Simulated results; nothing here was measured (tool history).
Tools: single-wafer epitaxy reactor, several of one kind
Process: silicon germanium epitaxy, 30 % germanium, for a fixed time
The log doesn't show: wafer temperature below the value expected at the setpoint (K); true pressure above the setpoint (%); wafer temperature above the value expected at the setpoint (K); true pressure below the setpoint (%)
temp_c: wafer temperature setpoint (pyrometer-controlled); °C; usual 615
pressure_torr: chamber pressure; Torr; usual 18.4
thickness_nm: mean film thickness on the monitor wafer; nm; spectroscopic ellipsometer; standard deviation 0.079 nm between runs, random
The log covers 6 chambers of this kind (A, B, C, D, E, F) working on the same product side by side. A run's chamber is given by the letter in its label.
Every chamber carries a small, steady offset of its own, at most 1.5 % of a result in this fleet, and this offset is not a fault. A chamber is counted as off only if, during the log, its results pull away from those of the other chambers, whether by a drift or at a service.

run	hour	temp_c	pressure_torr	hours since the last pyrometer calibration	hours since the last manometer calibration	read-back reference wafer on the same gauge, thickness_nm	thickness_nm
1A	10.3	615	18.4	384.8	831.5	61.183	73.822
2E	20.0	615	18.4	239.2	792.9	61.191	74.966
3B	26.1	615	18.4	120.3	384.2	61.185	75.179
4F	37.0	615	18.4	931.7	751.6	61.172	74.540
5D	44.3	615	18.4	1253.3	1295.9	61.178	74.834
6C	56.5	615	18.4	904.5	744.6	61.160	74.733
7B	65.5	615	18.4	159.7	423.6	61.143	75.070
8F	75.8	615	18.4	970.5	790.4	61.133	74.702
9A	87.6	603	18.4	462.1	908.8	61.123	59.396
10C	99.2	603	18.4	947.2	787.3	61.129	60.341
11D	111.3	603	18.4	1320.3	1362.9	61.109	60.097
12E	122.4	603	18.4	341.6	895.3	61.114	60.065
13A	129.0	603	18.4	503.5	950.2	61.098	59.423
14E	136.3	603	18.4	355.5	909.2	61.093	60.086
15F	143.0	615	18.4	1037.7	857.6	61.091	74.543
16B	149.0	615	18.4	243.2	507.1	61.092	75.258
17C	155.9	615	18.4	1003.9	844.0	61.064	74.889
18D	166.2	615	18.4	1375.2	1417.8	61.069	74.565
19E	175.2	615	18.4	394.4	948.1	61.051	74.820
20F	183.9	626	18.4	1078.6	898.5	61.067	90.397
# hour 186.4: chamber D: capacitance manometer re-zeroed and calibrated
21B	192.1	626	18.4	286.3	550.2	61.032	91.201
22D	198.1	626	18.4	1407.1	11.8	61.037	90.740
# hour 206.5: chamber D: pyrometer calibrated
23A	208.5	626	18.4	583.0	1029.7	61.023	89.179
24C	216.8	626	18.4	1064.8	904.9	61.019	90.411
25C	227.7	626	18.4	1075.7	915.8	61.031	90.429
26D	234.6	615	18.4	28.1	48.3	61.002	74.867
27A	243.7	615	18.4	618.2	1064.9	61.010	73.510
# hour 246.1: chamber F: pyrometer calibrated
28E	249.3	615	18.4	468.5	1022.2	61.005	74.695
29F	255.9	615	18.4	9.8	970.5	60.995	74.467
30B	264.9	615	18.4	359.1	623.0	60.995	75.038
31A	272.2	615	18.4	646.7	1093.4	60.977	73.501
32B	281.6	615	18.4	375.8	639.7	60.958	74.854
33E	287.0	615	18.4	506.2	1059.9	60.965	74.582
34F	293.2	615	18.4	47.1	1007.8	60.974	74.340
35C	298.8	615	18.4	1146.8	986.9	60.974	74.690
36D	308.5	615	18.4	102.0	122.2	60.957	74.665
37D	318.1	615	18.4	111.6	131.8	60.944	74.491
38C	326.1	615	18.4	1174.1	1014.2	60.948	74.572

What goes on in this fleet: one chamber off, a drifting gauge, or nothing beyond the chambers' own small offsets? Name the chamber and the cause, if any.

Every chamber seems to shift together because the gauge that measures them all drifts; the chambers themselves are fine.
Cause: gauge reads low (%) = 0.435.
